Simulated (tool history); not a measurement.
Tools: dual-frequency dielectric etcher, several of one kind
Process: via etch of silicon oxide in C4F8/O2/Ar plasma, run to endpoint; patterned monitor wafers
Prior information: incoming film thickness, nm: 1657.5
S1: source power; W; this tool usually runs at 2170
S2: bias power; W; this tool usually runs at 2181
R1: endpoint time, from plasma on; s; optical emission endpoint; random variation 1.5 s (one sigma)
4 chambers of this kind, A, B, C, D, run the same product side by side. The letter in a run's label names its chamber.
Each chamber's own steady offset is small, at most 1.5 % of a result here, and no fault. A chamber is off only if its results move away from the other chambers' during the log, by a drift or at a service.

run	day	S1	S2	R1
1D	0.317	2170	2181	311.66
2C	0.521	2170	2181	310.98
3B	0.808	2170	2181	307.09
4A	1.146	2170	2181	308.70
5D	1.375	2170	2181	309.65
6C	1.571	2170	2181	311.27
# day 1.612: chamber A: wet clean of the chamber
7B	1.808	2170	2181	306.03
8A	1.992	2170	2181	310.74
9B	2.200	2170	2181	306.81
10A	2.554	2170	2181	309.98
11C	2.829	2170	2181	310.02
12D	3.171	2170	2181	312.78
13D	3.425	2170	2181	311.55
14A	3.679	2170	2181	310.81
15C	3.858	2170	2181	312.21
16B	4.067	2170	2181	310.36
17D	4.367	2170	2181	308.53
18B	4.704	2170	2181	311.81
19A	4.938	2170	2181	311.41
20C	5.229	2170	2181	311.61
21D	5.421	2170	2181	311.63
22C	5.700	2170	2181	308.77
23A	5.925	2170	2181	313.13
# day 5.958: chamber C: bias power generator calibrated
24B	6.204	2170	2181	314.18
25A	6.412	2170	2696	290.91
26C	6.571	2170	2696	293.20
27D	6.862	2170	2696	292.75
28B	7.046	2170	2696	299.93
29D	7.212	2170	2181	308.05
30C	7.392	2170	2181	313.10
31B	7.654	2170	2181	319.45
32A	7.888	2170	2181	310.05
33C	8.100	2170	2181	310.94
34A	8.417	2170	2181	308.33
35B	8.600	2170	2181	324.62

All chambers now run identical settings, listed one chamber a line with results as question marks. What results will each chamber show?
36A	8.858	2430	2181	?
36B	8.858	2430	2181	?
36C	8.858	2430	2181	?
36D	8.858	2430	2181	?

run	R1
36A	297.50
36B	309.94
36C	299.42
36D	295.93
